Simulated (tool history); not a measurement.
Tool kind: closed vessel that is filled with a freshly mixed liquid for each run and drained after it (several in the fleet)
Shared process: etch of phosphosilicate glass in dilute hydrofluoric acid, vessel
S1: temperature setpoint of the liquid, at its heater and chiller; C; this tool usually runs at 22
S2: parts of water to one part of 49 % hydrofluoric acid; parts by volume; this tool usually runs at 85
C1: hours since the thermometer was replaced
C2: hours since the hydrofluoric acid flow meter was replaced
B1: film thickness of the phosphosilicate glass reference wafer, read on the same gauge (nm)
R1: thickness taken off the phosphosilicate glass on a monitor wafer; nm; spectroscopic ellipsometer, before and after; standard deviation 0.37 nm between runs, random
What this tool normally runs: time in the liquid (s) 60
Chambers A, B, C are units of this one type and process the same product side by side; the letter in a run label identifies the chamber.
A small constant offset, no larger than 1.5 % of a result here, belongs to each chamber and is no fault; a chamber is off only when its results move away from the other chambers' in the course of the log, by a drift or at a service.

{"run": "1C", "hour": 9.3, "S1": 22, "S2": 85, "time in the liquid (s)": 60, "C1": 2009.0, "C2": 1973.5, "B1": 49.985, "R1": 46.205}
{"run": "2B", "hour": 19.1, "S1": 22, "S2": 85, "time in the liquid (s)": 60, "C1": 1674.8, "C2": 578.3, "B1": 49.991, "R1": 45.16}
{"run": "3A", "hour": 31.3, "S1": 22, "S2": 85, "time in the liquid (s)": 60, "C1": 1888.2, "C2": 958.3, "B1": 49.989, "R1": 46.393}
{"run": "4C", "hour": 37.8, "S1": 22, "S2": 85, "time in the liquid (s)": 60, "C1": 2037.5, "C2": 2002.0, "B1": 50.022, "R1": 45.791}
{"run": "5B", "hour": 47.9, "S1": 22, "S2": 85, "time in the liquid (s)": 60, "C1": 1703.6, "C2": 607.1, "B1": 49.988, "R1": 46.279}
{"run": "6A", "hour": 57.7, "S1": 22, "S2": 85, "time in the liquid (s)": 60, "C1": 1914.6, "C2": 984.7, "B1": 50.002, "R1": 46.319}
{"run": "7A", "hour": 72.8, "S1": 22, "S2": 85, "time in the liquid (s)": 60, "C1": 1929.7, "C2": 999.8, "B1": 50.017, "R1": 46.055}
{"hour": 77.5, "done": "chamber A: thermometer replaced"}
{"run": "8B", "hour": 83.4, "S1": 22, "S2": 85, "time in the liquid (s)": 60, "C1": 1739.1, "C2": 642.6, "B1": 49.975, "R1": 46.336}
{"run": "9C", "hour": 91.8, "S1": 22, "S2": 85, "time in the liquid (s)": 60, "C1": 2091.5, "C2": 2056.0, "B1": 49.994, "R1": 45.306}
{"run": "10B", "hour": 106.7, "S1": 22, "S2": 100, "time in the liquid (s)": 45, "C1": 1762.4, "C2": 665.9, "B1": 49.981, "R1": 29.309}
{"run": "11A", "hour": 121.6, "S1": 22, "S2": 100, "time in the liquid (s)": 45, "C1": 44.2, "C2": 1048.6, "B1": 49.979, "R1": 29.063}
{"run": "12C", "hour": 135.1, "S1": 22, "S2": 100, "time in the liquid (s)": 45, "C1": 2134.8, "C2": 2099.3, "B1": 50.007, "R1": 28.829}
{"run": "13B", "hour": 147.7, "S1": 22, "S2": 85, "time in the liquid (s)": 60, "C1": 1803.4, "C2": 706.9, "B1": 50.03, "R1": 47.448}
{"run": "14A", "hour": 161.5, "S1": 22, "S2": 85, "time in the liquid (s)": 60, "C1": 84.1, "C2": 1088.5, "B1": 49.973, "R1": 45.915}
{"run": "15C", "hour": 168.4, "S1": 22, "S2": 85, "time in the liquid (s)": 60, "C1": 2168.1, "C2": 2132.6, "B1": 50.016, "R1": 46.819}
{"run": "16C", "hour": 179.6, "S1": 22, "S2": 85, "time in the liquid (s)": 60, "C1": 2179.3, "C2": 2143.8, "B1": 50.011, "R1": 46.027}
{"run": "17A", "hour": 186.8, "S1": 22, "S2": 85, "time in the liquid (s)": 60, "C1": 109.4, "C2": 1113.8, "B1": 49.988, "R1": 46.248}
{"run": "18B", "hour": 200.6, "S1": 22, "S2": 85, "time in the liquid (s)": 60, "C1": 1856.3, "C2": 759.8, "B1": 50.024, "R1": 48.224}
{"run": "19B", "hour": 211.8, "S1": 22, "S2": 85, "time in the liquid (s)": 60, "C1": 1867.5, "C2": 771.0, "B1": 50.011, "R1": 48.727}
{"run": "20A", "hour": 223.5, "S1": 22, "S2": 85, "time in the liquid (s)": 60, "C1": 146.1, "C2": 1150.5, "B1": 49.994, "R1": 46.802}
{"run": "21C", "hour": 238.0, "S1": 22, "S2": 120, "time in the liquid (s)": 75, "C1": 2237.7, "C2": 2202.2, "B1": 49.998, "R1": 39.121}
{"run": "22C", "hour": 252.8, "S1": 22, "S2": 120, "time in the liquid (s)": 75, "C1": 2252.5, "C2": 2217.0, "B1": 50.004, "R1": 38.969}
{"run": "23B", "hour": 260.9, "S1": 22, "S2": 120, "time in the liquid (s)": 75, "C1": 1916.6, "C2": 820.1, "B1": 49.986, "R1": 43.095}
{"run": "24A", "hour": 269.0, "S1": 22, "S2": 85, "time in the liquid (s)": 60, "C1": 191.6, "C2": 1196.0, "B1": 49.998, "R1": 46.653}
{"run": "25A", "hour": 277.1, "S1": 22, "S2": 85, "time in the liquid (s)": 60, "C1": 199.7, "C2": 1204.1, "B1": 49.993, "R1": 46.12}

Does one chamber stand apart from the rest, does the shared gauge drift, or is all well apart from small per-chamber offsets? Give the chamber and the most likely cause, where there is one.

It is chamber B that slowly wanders off from its peers.
Most likely cause: hydrofluoric acid flow above the setpoint (%) = 8.65.
Not necessarily distinguishable in this log from: liquid hotter than its thermometer reads (K).

Which of the 4 candidates below, each the usual settings with something changed and its results left as question marks, puts chamber B back in line with what the other chambers give on the usual settings?
Maximum distance from the other chambers' mean on the usual settings for a result to count as in line: R1 1.300 nm
{"run": "26B-1", "hour": 287.9, "S1": 22.0, "S2": 85, "time in the liquid (s)": 55, "R1": "?"}
{"run": "26B-2", "hour": 287.9, "S1": 24.5, "S2": 85, "time in the liquid (s)": 60, "R1": "?"}
{"run": "26B-3", "hour": 287.9, "S1": 21.5, "S2": 85, "time in the liquid (s)": 60, "R1": "?"}
{"run": "26B-4", "hour": 287.9, "S1": 22.5, "S2": 85, "time in the liquid (s)": 60, "R1": "?"}

The other chambers' mean on the usual settings: R1 46.008 nm
run=26B-1 R1=46.111
run=26B-2 R1=55.580
run=26B-3 R1=49.301
run=26B-4 R1=51.321
With 26B-1, the chamber falls back in line with the rest.

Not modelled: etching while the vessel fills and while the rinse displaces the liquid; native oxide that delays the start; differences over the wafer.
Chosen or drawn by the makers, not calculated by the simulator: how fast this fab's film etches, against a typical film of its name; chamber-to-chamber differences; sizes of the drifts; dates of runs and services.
